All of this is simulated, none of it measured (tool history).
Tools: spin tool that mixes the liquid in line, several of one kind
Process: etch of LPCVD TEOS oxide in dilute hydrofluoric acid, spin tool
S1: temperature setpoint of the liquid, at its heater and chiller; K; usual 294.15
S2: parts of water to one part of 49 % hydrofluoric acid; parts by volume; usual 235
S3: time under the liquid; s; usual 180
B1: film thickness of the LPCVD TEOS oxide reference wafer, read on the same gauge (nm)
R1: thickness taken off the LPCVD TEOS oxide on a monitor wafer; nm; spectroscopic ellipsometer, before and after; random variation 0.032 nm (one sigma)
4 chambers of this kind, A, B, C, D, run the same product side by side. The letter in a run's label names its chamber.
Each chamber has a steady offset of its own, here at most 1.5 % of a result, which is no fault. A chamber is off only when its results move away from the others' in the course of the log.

run 1A hour=11.1 | S1=294.15 S2=235 S3=180 | B1=120.00 | R1=9.9206
run 2D hour=20.0 | S1=294.15 S2=235 S3=180 | B1=119.98 | R1=10.0200
run 3C hour=29.2 | S1=294.15 S2=235 S3=180 | B1=119.99 | R1=9.8795
run 4B hour=37.3 | S1=294.15 S2=235 S3=180 | B1=119.99 | R1=9.8923
run 5D hour=43.6 | S1=294.15 S2=235 S3=180 | B1=120.00 | R1=10.1320
run 6A hour=55.8 | S1=294.15 S2=235 S3=180 | B1=119.97 | R1=9.9065
run 7B hour=66.2 | S1=294.15 S2=235 S3=180 | B1=120.03 | R1=9.9506
run 8C hour=78.9 | S1=294.15 S2=235 S3=180 | B1=119.98 | R1=9.8535
run 9C hour=88.4 | S1=294.15 S2=235 S3=180 | B1=119.98 | R1=9.9084
run 10D hour=100.5 | S1=290.15 S2=235 S3=240 | B1=120.04 | R1=11.5570
run 11A hour=107.8 | S1=290.15 S2=235 S3=240 | B1=119.98 | R1=11.3180
run 12B hour=120.0 | S1=290.15 S2=235 S3=240 | B1=120.03 | R1=11.3060
run 13D hour=126.4 | S1=290.15 S2=235 S3=240 | B1=120.00 | R1=11.5220
run 14A hour=134.0 | S1=294.15 S2=235 S3=180 | B1=120.00 | R1=9.9293
run 15B hour=141.1 | S1=294.15 S2=235 S3=180 | B1=120.02 | R1=9.8910
run 16C hour=150.4 | S1=294.15 S2=235 S3=180 | B1=119.99 | R1=9.8811
run 17B hour=163.2 | S1=294.15 S2=235 S3=180 | B1=119.98 | R1=9.9235
run 18D hour=172.5 | S1=294.15 S2=235 S3=130 | B1=120.05 | R1=7.2917
run 19C hour=184.9 | S1=294.15 S2=235 S3=130 | B1=120.02 | R1=7.1552
run 20A hour=192.5 | S1=294.15 S2=235 S3=130 | B1=120.01 | R1=7.1886
run 21A hour=198.1 | S1=294.15 S2=235 S3=130 | B1=120.04 | R1=7.2298
run 22C hour=207.4 | S1=294.15 S2=235 S3=180 | B1=119.99 | R1=9.8088
run 23B hour=217.6 | S1=294.15 S2=235 S3=180 | B1=120.03 | R1=9.9613
run 24D hour=225.8 | S1=294.15 S2=235 S3=180 | B1=119.97 | R1=10.0630
run 25D hour=234.8 | S1=294.15 S2=130 S3=245 | B1=120.03 | R1=27.0310
run 26A hour=241.9 | S1=294.15 S2=130 S3=245 | B1=119.99 | R1=27.3320
run 27B hour=253.6 | S1=294.15 S2=130 S3=245 | B1=119.97 | R1=27.6340
-- hour=265.9 chamber C: hydrofluoric acid flow meter replaced
run 28C hour=266.3 | S1=294.15 S2=130 S3=245 | B1=120.01 | R1=26.7750
run 29A hour=279.3 | S1=294.15 S2=235 S3=180 | B1=120.03 | R1=9.9215
run 30C hour=287.2 | S1=294.15 S2=235 S3=180 | B1=120.04 | R1=9.8319
-- hour=295.9 chamber C: thermometer replaced
run 31D hour=297.3 | S1=294.15 S2=180 S3=95 | B1=119.97 | R1=7.2727
run 32B hour=309.2 | S1=294.15 S2=180 S3=95 | B1=120.02 | R1=7.2904
run 33C hour=319.9 | S1=294.15 S2=180 S3=95 | B1=120.04 | R1=7.1561
run 34A hour=329.5 | S1=294.15 S2=180 S3=95 | B1=119.99 | R1=7.2743
run 35B hour=339.8 | S1=294.15 S2=235 S3=180 | B1=120.01 | R1=9.9798

Next, every chamber runs the same settings. What will each give?
run 36A hour=349.2 | S1=297.65 S2=235 S3=180 | R1=?
run 36B hour=349.2 | S1=297.65 S2=235 S3=180 | R1=?
run 36C hour=349.2 | S1=297.65 S2=235 S3=180 | R1=?
run 36D hour=349.2 | S1=297.65 S2=235 S3=180 | R1=?

run=36A R1=11.3300
run=36B R1=11.2830
run=36C R1=11.1820
run=36D R1=11.5160
